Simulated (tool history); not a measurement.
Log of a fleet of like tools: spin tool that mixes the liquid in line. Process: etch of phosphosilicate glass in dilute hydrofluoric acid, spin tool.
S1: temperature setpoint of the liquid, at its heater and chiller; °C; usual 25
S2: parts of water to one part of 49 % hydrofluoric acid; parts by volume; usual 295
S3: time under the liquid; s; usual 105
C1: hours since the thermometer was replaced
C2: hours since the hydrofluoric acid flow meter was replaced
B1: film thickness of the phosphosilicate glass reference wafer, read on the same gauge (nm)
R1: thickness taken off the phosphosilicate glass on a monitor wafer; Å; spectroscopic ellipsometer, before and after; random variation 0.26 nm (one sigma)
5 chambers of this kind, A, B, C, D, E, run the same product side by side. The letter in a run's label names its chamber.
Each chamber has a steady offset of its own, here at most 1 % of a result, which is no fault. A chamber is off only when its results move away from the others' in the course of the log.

run 1C hour=6.4 | S1=25 S2=295 S3=105 | C1=2266.9 C2=2447 | B1=130.01 | R1=286.11
run 2B hour=11.5 | S1=25 S2=295 S3=105 | C1=788.3 C2=520.1 | B1=130 | R1=291.69
run 3E hour=18.2 | S1=25 S2=295 S3=105 | C1=459.7 C2=377.8 | B1=129.99 | R1=288.57
run 4D hour=25.8 | S1=25 S2=295 S3=105 | C1=811.1 C2=2176.2 | B1=129.99 | R1=291.94
run 5A hour=30 | S1=25 S2=295 S3=105 | C1=184.9 C2=675.7 | B1=130 | R1=288.62
-- hour=31.5 chamber D: hydrofluoric acid flow meter replaced
run 6A hour=35.1 | S1=25 S2=295 S3=105 | C1=190 C2=680.8 | B1=130.03 | R1=291.3
run 7C hour=40.8 | S1=25 S2=295 S3=105 | C1=2301.3 C2=2481.4 | B1=130.01 | R1=294.83
run 8E hour=44.5 | S1=25 S2=295 S3=105 | C1=486 C2=404.1 | B1=129.98 | R1=287.37
run 9D hour=49.6 | S1=25 S2=295 S3=105 | C1=834.9 C2=18.2 | B1=129.99 | R1=294.41
run 10B hour=56.4 | S1=29 S2=295 S3=105 | C1=833.2 C2=565 | B1=129.98 | R1=328.8
run 11C hour=60.9 | S1=29 S2=295 S3=105 | C1=2321.4 C2=2501.5 | B1=130 | R1=330.7
run 12B hour=66.3 | S1=29 S2=295 S3=105 | C1=843.1 C2=574.9 | B1=129.99 | R1=334.34
-- hour=67.9 chamber C: hydrofluoric acid flow meter replaced
run 13E hour=70.8 | S1=29 S2=295 S3=105 | C1=512.3 C2=430.4 | B1=130.01 | R1=327.49
run 14D hour=78.9 | S1=29 S2=295 S3=105 | C1=864.2 C2=47.5 | B1=130.02 | R1=335.73
run 15A hour=84.7 | S1=25 S2=345 S3=105 | C1=239.6 C2=730.4 | B1=129.99 | R1=248.84
run 16C hour=91.6 | S1=25 S2=345 S3=105 | C1=2352.1 C2=23.7 | B1=130.01 | R1=237.53
run 17D hour=97.9 | S1=25 S2=345 S3=105 | C1=883.2 C2=66.5 | B1=130.02 | R1=242.43
run 18A hour=103.1 | S1=25 S2=345 S3=105 | C1=258 C2=748.8 | B1=130.03 | R1=248.48
run 19E hour=109.7 | S1=25 S2=345 S3=105 | C1=551.2 C2=469.3 | B1=130 | R1=231.64
run 20B hour=117.7 | S1=25 S2=295 S3=105 | C1=894.5 C2=626.3 | B1=129.99 | R1=289.78
run 21B hour=122.7 | S1=25 S2=295 S3=105 | C1=899.5 C2=631.3 | B1=130.01 | R1=289.55
run 22E hour=126.4 | S1=25 S2=295 S3=105 | C1=567.9 C2=486 | B1=129.99 | R1=287.77
run 23C hour=133 | S1=22.5 S2=295 S3=105 | C1=2393.5 C2=65.1 | B1=130 | R1=266.33
run 24A hour=137.1 | S1=22.5 S2=295 S3=105 | C1=292 C2=782.8 | B1=129.98 | R1=287.42
run 25D hour=141.1 | S1=22.5 S2=295 S3=105 | C1=926.4 C2=109.7 | B1=129.98 | R1=268.46
run 26A hour=146.2 | S1=22.5 S2=295 S3=105 | C1=301.1 C2=791.9 | B1=130.01 | R1=290.04
run 27D hour=153.8 | S1=22.5 S2=295 S3=105 | C1=939.1 C2=122.4 | B1=130.02 | R1=268.84
run 28E hour=157.8 | S1=25 S2=295 S3=105 | C1=599.3 C2=517.4 | B1=129.99 | R1=286.26
run 29C hour=166.3 | S1=25 S2=295 S3=105 | C1=2426.8 C2=98.4 | B1=130.02 | R1=294.52
run 30B hour=170.5 | S1=25 S2=295 S3=105 | C1=947.3 C2=679.1 | B1=129.99 | R1=293.22
run 31C hour=175.6 | S1=25 S2=295 S3=105 | C1=2436.1 C2=107.7 | B1=129.97 | R1=289.82
run 32B hour=180.8 | S1=25 S2=295 S3=105 | C1=957.6 C2=689.4 | B1=129.97 | R1=296.58
run 33E hour=188.4 | S1=25 S2=295 S3=105 | C1=629.9 C2=548 | B1=129.98 | R1=291.04

Is one chamber off against the others, does the gauge drift, or is nothing wrong? If a chamber is off, say which, and what the likeliest cause is.

Chamber A drifts away from the others.
Cause: hydrofluoric acid flow above the setpoint (%) = 10.

Here are 4 candidates for chamber A's next run, each the usual settings with a change, their results left as question marks. Which one brings its results back in line with what the others give on the usual settings?
In line means no further than this from the other chambers' mean on the usual settings: R1 9.1 Å
run 34A-1 hour=194.5 | S1=25 S2=305 S3=105 | R1=?
run 34A-2 hour=194.5 | S1=25 S2=275 S3=110 | R1=?
run 34A-3 hour=194.5 | S1=25 S2=295 S3=110 | R1=?
run 34A-4 hour=194.5 | S1=25 S2=315 S3=100 | R1=?

The other chambers' mean on the usual settings: R1 290.75 Å
run=34A-1 R1=316.16
run=34A-2 R1=377.28
run=34A-3 R1=345.48
run=34A-4 R1=289
34A-4 brings the chamber back in line.
